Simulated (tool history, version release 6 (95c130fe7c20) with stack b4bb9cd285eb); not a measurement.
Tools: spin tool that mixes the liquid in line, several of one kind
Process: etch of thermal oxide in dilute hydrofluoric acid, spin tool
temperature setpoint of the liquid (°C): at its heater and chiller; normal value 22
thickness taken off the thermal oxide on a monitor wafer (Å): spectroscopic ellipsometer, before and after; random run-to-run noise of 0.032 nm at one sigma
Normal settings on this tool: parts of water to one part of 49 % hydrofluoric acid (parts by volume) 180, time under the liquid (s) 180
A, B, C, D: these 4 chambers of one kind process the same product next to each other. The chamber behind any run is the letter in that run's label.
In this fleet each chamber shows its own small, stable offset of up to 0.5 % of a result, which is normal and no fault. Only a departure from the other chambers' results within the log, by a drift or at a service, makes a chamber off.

run,day,temperature setpoint of the liquid (°C),parts of water to one part of 49 % hydrofluoric acid (parts by volume),time under the liquid (s),"read-back film thickness of the thermal oxide reference wafer, read on the same gauge (nm)",thickness taken off the thermal oxide on a monitor wafer (Å)
1C,0.292,22,180,180,79.982,41.54
2A,0.638,22,180,180,79.987,41.554
3D,1.004,22,180,180,80.003,42.155
4B,1.392,22,180,180,80.005,41.877
5C,1.708,22,180,180,80.014,41.467
6A,2.325,22,180,180,79.957,41.793
7D,2.688,22,180,180,79.973,41.823
# day 2.879: chamber B: hydrofluoric acid flow meter replaced
8B,3.008,22,180,180,79.987,41.959
9C,3.588,17.5,180,220,80.016,42.614
10A,3.933,17.5,180,220,80.031,42.226
11D,4.388,17.5,180,220,79.982,42.998
12B,4.817,17.5,180,220,79.971,43.031
13D,5.304,22,180,180,79.947,41.455
14A,5.638,22,180,180,79.93,42.225
15C,6.142,22,180,180,79.989,42.146
16B,6.521,22,180,180,80.035,41.78
17A,7.142,22,180,180,80.031,41.714
18B,7.483,22,180,180,79.963,41.905
19C,7.779,26,180,180,80.034,48.412
20D,8.167,26,180,180,79.973,48.616
21B,8.604,26,180,180,80.004,48.826
22D,9.054,26,180,180,80.044,49.066
23A,9.346,26.5,180,275,80.034,75.666
24C,9.858,26.5,180,275,79.989,75.857
25A,10.208,26.5,180,275,80.049,76.925
26D,10.646,26.5,180,275,80.007,75.122
27B,10.954,22,180,180,80.004,41.849
28C,11.442,22,180,180,80.002,41.91
29A,12.008,17.5,180,180,80.013,35.937
30B,12.4,17.5,180,180,80.013,35.176
31D,13.017,17.5,180,180,80.015,35.004
32C,13.388,17.5,180,180,79.991,34.882
33B,13.996,22,180,180,80.046,42.215
34C,14.346,22,180,180,80.028,41.26
35D,14.967,22,180,180,80.008,41.42
36A,15.404,22,180,180,79.982,42.778
37D,16.046,22,180,180,80.005,41.698
38C,16.488,22,180,180,79.988,41.419
39B,16.933,22,180,180,80.035,41.893
40A,17.521,22,180,180,80.023,44.15
41C,17.912,22,180,180,79.966,41.778

For the next run the whole fleet of 4 chambers uses the same settings. Give each chamber's results:
42A,18.375,22,180,180,,?
42B,18.375,22,180,180,,?
42C,18.375,22,180,180,,?
42D,18.375,22,180,180,,?

run,thickness taken off the thermal oxide on a monitor wafer (Å)
42A,44.125
42B,42.533
42C,41.907
42D,41.025
